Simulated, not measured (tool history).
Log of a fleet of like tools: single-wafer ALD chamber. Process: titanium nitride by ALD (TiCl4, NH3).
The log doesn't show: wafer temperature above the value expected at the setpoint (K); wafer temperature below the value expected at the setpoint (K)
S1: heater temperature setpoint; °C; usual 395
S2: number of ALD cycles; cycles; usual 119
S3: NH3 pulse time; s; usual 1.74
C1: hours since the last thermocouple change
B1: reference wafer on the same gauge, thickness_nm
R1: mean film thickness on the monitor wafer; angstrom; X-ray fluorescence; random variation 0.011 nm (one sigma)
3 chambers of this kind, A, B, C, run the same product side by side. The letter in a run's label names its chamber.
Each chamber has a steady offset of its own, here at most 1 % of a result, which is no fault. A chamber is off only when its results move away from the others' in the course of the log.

Run 1C, hour 8.5: usual settings; C1 2378.7; B1 2.602. Result: R1 26.241 angstrom.
Run 2B, hour 18.4: usual settings; C1 2324.6; B1 2.5987. Result: R1 25.814 angstrom.
Run 3A, hour 25.5: usual settings; C1 184.5; B1 2.597. Result: R1 26.191 angstrom.
Run 4A, hour 35.6: usual settings; C1 194.6; B1 2.6013. Result: R1 26.063 angstrom.
Run 5C, hour 43.8: usual settings but S2 127 cycles, S3 1.29 s; C1 2414; B1 2.5996. Result: R1 27.523 angstrom.
Run 6B, hour 52.6: usual settings but S2 127 cycles, S3 1.29 s; C1 2358.8; B1 2.6009. Result: R1 27.357 angstrom.
Run 7B, hour 60.5: usual settings but S2 127 cycles, S3 1.29 s; C1 2366.7; B1 2.5997. Result: R1 27.333 angstrom.
Run 8C, hour 68.9: usual settings; C1 2439.1; B1 2.5991. Result: R1 26.265 angstrom.
Run 9A, hour 76.4: usual settings; C1 235.4; B1 2.6006. Result: R1 25.993 angstrom.
Run 10C, hour 84.9: usual settings but S1 386 °C, S2 98 cycles; C1 2455.1; B1 2.5979. Result: R1 21.295 angstrom.
Run 11A, hour 91.1: usual settings but S1 386 °C, S2 98 cycles; C1 250.1; B1 2.6014. Result: R1 21.142 angstrom.
Run 12B, hour 97.7: usual settings but S1 386 °C, S2 98 cycles; C1 2403.9; B1 2.6. Result: R1 21.256 angstrom.
Run 13A, hour 103.9: usual settings; C1 262.9; B1 2.6. Result: R1 25.878 angstrom.
Run 14C, hour 112.5: usual settings; C1 2482.7; B1 2.598. Result: R1 26.182 angstrom.
Run 15B, hour 119.6: usual settings; C1 2425.8; B1 2.5982. Result: R1 25.914 angstrom.
Run 16B, hour 126.5: usual settings; C1 2432.7; B1 2.5994. Result: R1 25.988 angstrom.
Run 17A, hour 135.3: usual settings but S3 1.31 s; C1 294.3; B1 2.5984. Result: R1 25.605 angstrom.
Run 18C, hour 144.5: usual settings but S3 1.31 s; C1 2514.7; B1 2.6005. Result: R1 25.674 angstrom.
Run 19A, hour 148.8: usual settings but S3 1.31 s; C1 307.8; B1 2.5984. Result: R1 25.821 angstrom.
Run 20B, hour 157.8: usual settings; C1 2464; B1 2.5996. Result: R1 25.962 angstrom.
Run 21C, hour 164.8: usual settings but S3 1.43 s; C1 2535; B1 2.6009. Result: R1 25.896 angstrom.
Run 22A, hour 171.4: usual settings but S3 1.43 s; C1 330.4; B1 2.6005. Result: R1 25.965 angstrom.
Run 23C, hour 177: usual settings but S3 1.43 s; C1 2547.2; B1 2.6018. Result: R1 25.764 angstrom.
Run 24B, hour 186: usual settings; C1 2492.2; B1 2.5976. Result: R1 25.877 angstrom.
Run 25A, hour 192.5: usual settings; C1 351.5; B1 2.6014. Result: R1 26.113 angstrom.
Run 26B, hour 201.2: usual settings; C1 2507.4; B1 2.6004. Result: R1 26.085 angstrom.
Run 27C, hour 209.6: usual settings; C1 2579.8; B1 2.6015. Result: R1 26.069 angstrom.
Run 28B, hour 215.5: usual settings; C1 2521.7; B1 2.6014. Result: R1 25.959 angstrom.
Run 29C, hour 225.4: usual settings; C1 2595.6; B1 2.5972. Result: R1 25.935 angstrom.
Run 30A, hour 232.1: usual settings; C1 391.1; B1 2.5985. Result: R1 26.029 angstrom.
Run 31B, hour 241.7: usual settings; C1 2547.9; B1 2.6021. Result: R1 25.804 angstrom.

All 3 chambers run these settings next. Forecast each chamber's results:
Run 32A, hour 249: usual settings but S1 405 °C. Result: R1 ?.
Run 32B, hour 249: usual settings but S1 405 °C. Result: R1 ?.
Run 32C, hour 249: usual settings but S1 405 °C. Result: R1 ?.

run      R1
32A  26.279
32B  26.052
32C  26.341
